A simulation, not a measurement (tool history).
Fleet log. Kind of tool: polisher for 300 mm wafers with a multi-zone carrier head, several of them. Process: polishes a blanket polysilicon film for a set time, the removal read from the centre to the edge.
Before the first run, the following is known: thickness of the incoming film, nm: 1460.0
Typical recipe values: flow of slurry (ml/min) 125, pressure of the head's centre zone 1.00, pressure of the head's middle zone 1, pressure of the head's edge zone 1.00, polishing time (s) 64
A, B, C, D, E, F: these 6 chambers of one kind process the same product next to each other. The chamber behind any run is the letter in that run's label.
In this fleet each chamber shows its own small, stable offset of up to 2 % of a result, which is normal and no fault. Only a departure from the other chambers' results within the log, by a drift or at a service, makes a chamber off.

run   hour  flow of slurry (ml/min)  pressure of the head's centre zone  pressure of the head's middle zone  pressure of the head's edge zone  polishing time (s)  film removed at the wafer's centre (Å)  film removed at mid-radius (Å)  film removed at the wafer's edge (Å)
      11.6  -- chamber E: worn pad replaced by a new one
 1C   11.9                      125                                1.00                                   1                              1.00                  64                                  4893.3                          4909.6                                4905.1
 2B   23.8                      125                                1.00                                   1                              1.00                  64                                  4869.2                          4881.6                                4799.5
      33.1  -- chamber D: edge zone pressure recalibrated
 3D   37.2                      125                                1.00                                   1                              1.00                  64                                  4767.7                          4851.8                                4848.9
      40.8  -- chamber F: worn pad replaced by a new one
      46.7  -- chamber A: worn pad replaced by a new one
 4F   48.3                      125                                1.00                                   1                              1.00                  64                                  4909.9                          4981.4                                4972.4
      50.3  -- chamber C: worn pad replaced by a new one
 5A   58.1                      125                                1.00                                   1                              1.00                  64                                  4899.5                          4876.2                                4908.6
      63.0  -- chamber D: worn pad replaced by a new one
 6E   69.9                      125                                1.00                                   1                              1.00                  64                                  4886.1                          4858.0                                4938.9
      75.0  -- chamber B: worn pad replaced by a new one
 7B   76.5                      125                                1.00                                   1                              1.00                  64                                  4862.7                          4840.2                                4825.6
      86.1  -- chamber E: worn pad replaced by a new one
 8F   87.6                      125                                1.00                                   1                              1.00                  64                                  4853.0                          4942.9                                4897.9
 9C   94.6                      125                                1.00                                   1                              1.00                  64                                  4831.1                          4862.0                                4936.7
      95.3  -- chamber C: slurry nozzle cleaned
10D  103.9                      125                                1.00                                   1                              1.00                  64                                  4730.4                          4922.8                                4815.4
11E  110.3                      125                                1.00                                   1                              1.00                  64                                  4709.4                          4861.0                                4960.1
12A  123.2                      125                                1.00                                   1                              1.00                  64                                  4865.0                          4903.2                                4797.2
     126.9  -- chamber C: worn pad replaced by a new one
     128.5  -- chamber D: centre zone pressure recalibrated
13F  132.3                      125                                1.00                                   1                              1.00                  64                                  4887.1                          4939.6                                4903.9
     138.7  -- chamber D: slurry nozzle cleaned
14B  141.5                      140                                1.08                                   1                              1.00                  64                                  5372.9                          5011.0                                4862.5
     142.8  -- chamber D: worn pad replaced by a new one
     148.5  -- chamber F: worn pad replaced by a new one
15D  151.8                      140                                1.08                                   1                              1.00                  64                                  5411.3                          5146.3                                4889.2
     157.4  -- chamber A: worn pad replaced by a new one
16C  162.6                      140                                1.08                                   1                              1.00                  64                                  5599.0                          5111.3                                5028.9
     162.9  -- chamber E: worn pad replaced by a new one
17A  173.5                      140                                1.08                                   1                              1.00                  64                                  5432.6                          5070.3                                4930.4
     178.4  -- chamber B: edge zone pressure recalibrated
     180.8  -- chamber B: worn pad replaced by a new one
18E  181.1                      140                                1.08                                   1                              1.00                  64                                  5417.0                          4952.2                                5031.3
19B  193.3                      140                                1.08                                   1                              1.00                  64                                  5407.2                          4974.1                                4971.3
     200.1  -- chamber C: worn pad replaced by a new one
20A  204.5                      125                                1.00                                   1                              0.92                  64                                  4995.1                          4891.5                                4720.0
     207.0  -- chamber F: slurry nozzle cleaned
     211.9  -- chamber A: slurry nozzle cleaned
21F  212.8                      125                                1.00                                   1                              0.92                  64                                  4915.5                          4957.1                                4760.0
22C  224.9                      125                                1.00                                   1                              0.92                  64                                  4993.3                          4930.5                                4668.3
     227.5  -- chamber D: worn pad replaced by a new one
     232.3  -- chamber F: worn pad replaced by a new one
     237.6  -- chamber E: worn pad replaced by a new one
23D  238.6                      125                                1.00                                   1                              0.92                  64                                  4742.7                          4964.8                                4616.4
24E  244.7                      125                                1.00                                   1                              0.92                  64                                  4661.9                          4808.9                                4666.8
25B  256.3                      125                                1.00                                   1                              0.92                  64                                  4856.4                          4896.9                                4643.2
     257.7  -- chamber A: worn pad replaced by a new one
26D  269.4                      125                                1.00                                   1                              1.00                  64                                  4792.0                          4969.1                                4857.1
     271.3  -- chamber C: worn pad replaced by a new one
     277.8  -- chamber B: worn pad replaced by a new one
27A  281.7                      125                                1.00                                   1                              1.00                  64                                  4951.3                          4971.0                                4846.9
28F  291.7                      125                                1.00                                   1                              1.00                  64                                  4881.3                          4945.2                                4924.4
     293.3  -- chamber F: edge zone pressure recalibrated
29C  303.0                      125                                1.00                                   1                              1.00                  64                                  5060.2                          4945.5                                4941.0
     304.4  -- chamber D: worn pad replaced by a new one
     315.7  -- chamber E: worn pad replaced by a new one
30E  316.2                      125                                1.00                                   1                              1.00                  64                                  4673.0                          4598.3                                4746.6
31C  323.7                      125                                1.00                                   1                              1.00                  64                                  5046.8                          4848.0                                4889.7
     324.4  -- chamber F: worn pad replaced by a new one
32A  332.7                      125                                1.00                                   1                              1.00                  64                                  4851.2                          4832.2                                4788.4
33F  346.2                      125                                1.00                                   1                              1.00                  64                                  4854.3                          4908.9                                4945.3
     349.9  -- chamber C: worn pad replaced by a new one
34B  352.7                      125                                1.00                                   1                              1.00                  64                                  4787.5                          4846.4                                4807.5
35E  359.9                      125                                1.00                                   1                              1.00                  64                                  4487.7                          4499.1                                4712.5
36D  371.8                       95                                1.00                                   1                              1.00                  64                                  4417.2                          4580.9                                4622.7
37C  383.9                       95                                1.00                                   1                              1.00                  64                                  4659.7                          4566.8                                4644.6

Next, all 6 chambers run the settings below, one line each with question marks for the results. What does each chamber give?
38A  393.9                      125                                1.00                                   1                              1.00                  64                                       ?                               ?                                     ?
38B  393.9                      125                                1.00                                   1                              1.00                  64                                       ?                               ?                                     ?
38C  393.9                      125                                1.00                                   1                              1.00                  64                                       ?                               ?                                     ?
38D  393.9                      125                                1.00                                   1                              1.00                  64                                       ?                               ?                                     ?
38E  393.9                      125                                1.00                                   1                              1.00                  64                                       ?                               ?                                     ?
38F  393.9                      125                                1.00                                   1                              1.00                  64                                       ?                               ?                                     ?

run  film removed at the wafer's centre (Å)  film removed at mid-radius (Å)  film removed at the wafer's edge (Å)
38A                                  4879.2                          4887.3                                4829.8
38B                                  4913.8                          4882.4                                4855.7
38C                                  4855.3                          4979.8                                4907.0
38D                                  4827.9                          4923.0                                4853.0
38E                                  4403.3                          4491.2                                4718.2
38F                                  4884.5                          4879.5                                4931.1
